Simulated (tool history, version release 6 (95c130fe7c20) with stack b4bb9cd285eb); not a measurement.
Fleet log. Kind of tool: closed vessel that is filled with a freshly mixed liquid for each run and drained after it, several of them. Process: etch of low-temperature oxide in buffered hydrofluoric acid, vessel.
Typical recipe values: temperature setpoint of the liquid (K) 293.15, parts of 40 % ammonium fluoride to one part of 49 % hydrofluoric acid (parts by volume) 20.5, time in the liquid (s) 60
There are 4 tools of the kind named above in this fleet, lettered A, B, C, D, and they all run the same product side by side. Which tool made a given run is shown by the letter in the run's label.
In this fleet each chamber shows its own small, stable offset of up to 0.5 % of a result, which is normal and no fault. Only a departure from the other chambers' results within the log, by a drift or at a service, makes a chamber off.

run	hour	temperature setpoint of the liquid (K)	parts of 40 % ammonium fluoride to one part of 49 % hydrofluoric acid (parts by volume)	time in the liquid (s)	read-back film thickness of the low-temperature oxide reference wafer, read on the same gauge (nm)	thickness taken off the low-temperature oxide on a monitor wafer (nm)
1A	3.3	293.15	20.5	60	49.995	151.6
2D	8.6	293.15	20.5	60	50.023	152.45
3B	12.4	293.15	20.5	60	49.985	151.25
4C	15.4	293.15	20.5	60	49.994	151.39
5D	19	297.65	20.5	60	49.986	195.6
6C	22.4	297.65	20.5	60	49.987	196.44
7B	26.6	297.65	20.5	60	49.973	194.82
8A	31.2	297.65	20.5	60	50.002	196.94
9A	34.5	293.15	20.5	60	50.002	152.66
10C	39.3	293.15	20.5	60	49.987	151.28
11B	44.4	290.15	13	60	49.967	199.14
12D	47	290.15	13	60	49.999	198.63
13C	51.7	290.15	13	60	50.007	201.35
14B	56.1	290.15	13	60	49.988	197.13
15D	59.7	291.15	23	60	50.009	125.73
16A	63.3	291.15	23	60	50.006	124.93
17B	67.2	291.15	23	60	49.996	125.48
18A	69.7	291.15	23	60	50.02	125.58
19D	73	293.15	20.5	60	50.013	152.43
20C	75.7	293.15	20.5	60	49.993	152.88
21A	81.1	293.15	20.5	60	49.988	152.27
22B	84.3	293.15	20.5	60	50.029	151.44
23C	88.6	293.15	20.5	60	49.994	150.47
24D	92.9	293.15	20.5	60	49.98	151.26
25B	96.5	293.15	20.5	60	50.002	152.01
26C	101.7	293.15	20.5	60	49.98	154.36
27A	105.9	293.15	20.5	60	50.033	152.18
28D	109.7	294.65	20.5	75	50.006	207.62
29C	114.6	294.65	20.5	75	50.002	205.55
30B	119	294.65	20.5	75	49.994	205.67
31D	123.8	294.65	20.5	75	50.006	205.47
32A	128.2	293.15	20.5	60	49.974	151.7
33C	132.4	293.15	20.5	60	49.993	151.11
34A	137.2	293.15	20.5	60	49.996	151.83

Next, every chamber runs the same settings. What will each give?
35A	141.2	293.15	20.5	35		?
35B	141.2	293.15	20.5	35		?
35C	141.2	293.15	20.5	35		?
35D	141.2	293.15	20.5	35		?

run	thickness taken off the low-temperature oxide on a monitor wafer (nm)
35A	87.751
35B	87.898
35C	88.739
35D	89.328
